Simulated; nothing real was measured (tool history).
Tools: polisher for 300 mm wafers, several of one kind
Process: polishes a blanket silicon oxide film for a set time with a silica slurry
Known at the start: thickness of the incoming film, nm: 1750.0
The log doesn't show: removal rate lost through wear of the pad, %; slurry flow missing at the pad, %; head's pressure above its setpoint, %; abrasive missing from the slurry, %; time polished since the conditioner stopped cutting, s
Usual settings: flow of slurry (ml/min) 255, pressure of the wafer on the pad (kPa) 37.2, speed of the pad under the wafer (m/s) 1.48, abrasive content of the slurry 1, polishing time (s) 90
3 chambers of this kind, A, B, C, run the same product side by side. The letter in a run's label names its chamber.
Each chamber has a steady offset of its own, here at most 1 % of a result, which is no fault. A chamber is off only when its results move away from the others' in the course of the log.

run	day	flow of slurry (ml/min)	pressure of the wafer on the pad (kPa)	speed of the pad under the wafer (m/s)	abrasive content of the slurry	polishing time (s)	wafers polished on this pad	hours since the slurry nozzle was cleaned	hours since the head pressure was calibrated	hours since the slurry blender was calibrated	hours since the conditioning disc was replaced	film removed (nm)
1C	0.35	255	37.2	1.48	1	90	770	238.9	247.9	39.5	145.3	426.76
# day 0.417: chamber A: conditioning disc replaced and pad reconditioned
2A	0.554	255	37.2	1.48	1	90	712	71	611.3	38.7	3.4	425.92
3B	0.754	255	37.2	1.48	1	90	1038	611.4	84.6	137.7	149.2	427.93
4B	1.079	255	37.2	1.48	1	90	1111	619.2	92.4	145.5	157	426.37
# day 1.142: chamber B: worn pad replaced by a new one
# day 1.162: chamber C: worn pad replaced by a new one
5A	1.375	255	37.2	1.48	1	90	895	90.7	631	58.4	23.1	425.24
6C	1.583	255	37.2	1.48	1	90	93	268.5	277.5	69.1	174.9	427.05
7A	1.888	255	37.2	1.48	1	90	1009	103	643.3	70.7	35.4	424.5
# day 1.942: chamber A: worn pad replaced by a new one
8B	2.162	255	37.2	1.48	1	90	227	645.2	118.4	171.5	183	419.37
# day 2.192: chamber B: slurry blender recalibrated
9C	2.425	255	37.2	1.94	1	90	281	288.7	297.7	89.3	195.1	524.72
10A	2.592	255	37.2	1.94	1	90	144	119.9	660.2	87.6	52.3	528.59
11B	2.783	255	37.2	1.94	1	90	366	660.1	133.3	14.3	197.9	523.04
12C	3.058	255	37.2	1.48	1	90	422	303.9	312.9	104.5	210.3	418.9
13A	3.229	255	37.2	1.48	1	90	287	135.2	675.5	102.9	67.6	424.22
# day 3.383: chamber C: slurry blender recalibrated
14C	3.546	255	37.2	1.48	1	90	531	315.6	324.6	4	222	423.17
15B	3.9	255	46.9	1.48	1	69	615	686.9	160.1	41.1	224.7	411.65
16C	4.221	255	46.9	1.48	1	69	681	331.8	340.8	20.2	238.2	403.11
17A	4.512	255	46.9	1.48	1	69	573	166	706.3	133.7	98.4	406.16
18B	4.679	255	37.2	1.48	1	90	788	705.6	178.8	59.8	243.4	427.43
19C	4.938	255	37.2	1.48	1	90	841	349	358	37.4	255.4	427.48
20B	5.096	255	37.2	1.48	1	90	881	715.6	188.8	69.8	253.4	423.97
# day 5.321: chamber C: conditioning disc replaced and pad reconditioned
21A	5.342	255	37.2	1.48	1	90	757	185.9	726.2	153.6	118.3	422.35
22C	5.496	255	37.2	1.48	1	90	965	362.4	371.4	50.8	4.2	418.58
# day 5.554: chamber B: worn pad replaced by a new one
# day 5.65: chamber C: head pressure recalibrated
23B	5.704	255	37.2	1.48	1	90	34	730.2	203.4	84.4	268	424.02
# day 5.875: chamber A: head pressure recalibrated
24A	5.912	255	37.2	1.48	1	90	885	199.6	0.9	167.3	132	422.91
25C	6.254	255	37.2	1.48	1	90	1135	380.6	14.6	69	22.4	465.11
# day 6.396: chamber C: worn pad replaced by a new one
26A	6.567	255	37.2	1.48	1	90	1030	215.3	16.6	183	147.7	424.28
# day 6.662: chamber A: worn pad replaced by a new one
27B	6.792	255	37.2	1.48	1	90	276	756.3	229.5	110.5	294.1	422.89
28C	7.042	190	37.2	1.1	1	90	144	399.5	33.5	87.9	41.3	349.52
29A	7.204	190	37.2	1.1	1	90	121	230.6	31.9	198.3	163	321.76
30B	7.438	190	37.2	1.1	1	90	420	771.8	245	126	309.6	323.73
# day 7.538: chamber C: slurry nozzle cleaned
31B	7.608	255	37.2	1.48	1	90	458	775.9	249.1	130.1	313.7	419.32
32A	7.775	255	37.2	1.48	1	90	248	244.3	45.6	212	176.7	420.22
33C	8.017	255	37.2	1.48	1	90	362	11.6	56.9	111.3	64.7	460.6
34A	8.2	255	37.2	1.48	1	90	343	254.5	55.8	222.2	186.9	417.98
# day 8.283: chamber B: slurry blender recalibrated
35B	8.408	255	37.2	1.48	1	90	637	795.1	268.3	3.1	332.9	427.72
36C	8.667	255	37.2	1.48	1	90	506	27.2	72.5	126.9	80.3	461.15
# day 8.688: chamber B: slurry nozzle cleaned
# day 8.7: chamber C: slurry blender recalibrated
37A	8.846	255	37.2	1.48	1	90	487	270	71.3	237.7	202.4	417.66
38B	9.062	255	31.7	1.48	0.8	90	782	9	284	18.8	348.6	325.43
39C	9.375	255	31.7	1.48	0.8	90	664	44.2	89.5	16.2	97.3	356.98
40B	9.596	255	31.7	1.48	0.8	90	901	21.8	296.8	31.6	361.4	324.26
41C	9.912	255	37.2	1.48	1	90	784	57.1	102.4	29.1	110.2	463.58
42A	10.258	255	37.2	1.48	1	90	801	303.9	105.2	271.6	236.3	419.18

All 3 chambers run these settings next. Forecast each chamber's results:
43A	10.512	255	37.2	1.48	1	100						?
43B	10.512	255	37.2	1.48	1	100						?
43C	10.512	255	37.2	1.48	1	100						?

run	film removed (nm)
43A	469.45
43B	477.86
43C	515.6
